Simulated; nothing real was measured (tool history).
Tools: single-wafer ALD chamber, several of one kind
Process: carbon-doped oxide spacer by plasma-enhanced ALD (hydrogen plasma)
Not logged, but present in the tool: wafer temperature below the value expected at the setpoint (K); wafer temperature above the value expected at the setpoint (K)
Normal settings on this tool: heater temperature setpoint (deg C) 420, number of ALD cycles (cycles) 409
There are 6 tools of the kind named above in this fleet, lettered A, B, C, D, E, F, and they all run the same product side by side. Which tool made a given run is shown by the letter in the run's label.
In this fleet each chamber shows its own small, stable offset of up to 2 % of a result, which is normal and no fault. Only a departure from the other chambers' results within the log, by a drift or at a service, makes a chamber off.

run   hour  heater temperature setpoint (deg C)  number of ALD cycles (cycles)  hours since the last thermocouple change  read-back reference wafer on the same gauge, thickness_nm  mean film thickness on the monitor wafer (nm)
 1C    2.3                                  420                            409                                    1305.0                                                     19.503                                         19.196
 2F    5.5                                  420                            409                                    1525.5                                                     19.510                                         19.284
 3B    9.6                                  420                            409                                    1893.6                                                     19.499                                         19.163
 4E   12.4                                  420                            409                                     774.9                                                     19.500                                         19.254
 5A   14.8                                  415                            409                                     909.6                                                     19.488                                         19.646
 6D   18.1                                  415                            409                                     102.3                                                     19.507                                         19.114
 7F   20.5                                  415                            409                                    1540.5                                                     19.502                                         19.657
 8B   23.1                                  415                            409                                    1907.1                                                     19.504                                         19.412
 9E   25.5                                  415                            409                                     788.0                                                     19.483                                         19.383
10A   28.8                                  415                            409                                     923.6                                                     19.493                                         19.541
11C   31.6                                  420                            409                                    1334.3                                                     19.519                                         19.240
12D   35.8                                  420                            409                                     120.0                                                     19.513                                         18.890
13A   38.0                                  420                            409                                     932.8                                                     19.511                                         19.233
14D   41.5                                  420                            409                                     125.7                                                     19.520                                         18.851
15C   44.2                                  420                            409                                    1346.9                                                     19.497                                         19.075
16E   47.2                                  420                            409                                     809.7                                                     19.494                                         19.259
17F   49.1                                  420                            409                                    1569.1                                                     19.508                                         19.300
18B   51.2                                  432                            409                                    1935.2                                                     19.503                                         18.331
19A   55.0                                  432                            409                                     949.8                                                     19.502                                         18.504
20D   58.7                                  432                            409                                     142.9                                                     19.496                                         18.078
21C   62.6                                  432                            409                                    1365.3                                                     19.496                                         18.444
22B   65.5                                  432                            409                                    1949.5                                                     19.497                                         18.461
23F   69.0                                  432                            409                                    1589.0                                                     19.490                                         18.565
24E   72.0                                  420                            409                                     834.5                                                     19.501                                         19.229
25C   75.5                                  420                            409                                    1378.2                                                     19.491                                         19.207
26F   78.4                                  420                            409                                    1598.4                                                     19.506                                         19.268
27E   80.8                                  430                            438                                     843.3                                                     19.497                                         19.957
28D   83.7                                  430                            438                                     167.9                                                     19.501                                         19.662
29A   87.8                                  430                            438                                     982.6                                                     19.490                                         20.053
30B   90.2                                  430                            438                                    1974.2                                                     19.496                                         19.784
31D   92.4                                  430                            438                                     176.6                                                     19.497                                         19.633
32C   95.8                                  430                            438                                    1398.5                                                     19.497                                         19.912
33E   97.8                                  420                            409                                     860.3                                                     19.506                                         19.129
34B   99.7                                  414                            409                                    1983.7                                                     19.484                                         19.444
35F  103.7                                  414                            409                                    1623.7                                                     19.509                                         19.614
36A  105.6                                  414                            409                                    1000.4                                                     19.497                                         19.568

Predict what each chamber gives when all 6 of them run the settings below next.
37A  108.7                                  420                            409                                                                                                                                                   ?
37B  108.7                                  420                            409                                                                                                                                                   ?
37C  108.7                                  420                            409                                                                                                                                                   ?
37D  108.7                                  420                            409                                                                                                                                                   ?
37E  108.7                                  420                            409                                                                                                                                                   ?
37F  108.7                                  420                            409                                                                                                                                                   ?

run  mean film thickness on the monitor wafer (nm)
37A                                         19.289
37B                                         19.099
37C                                         19.145
37D                                         18.840
37E                                         19.125
37F                                         19.269
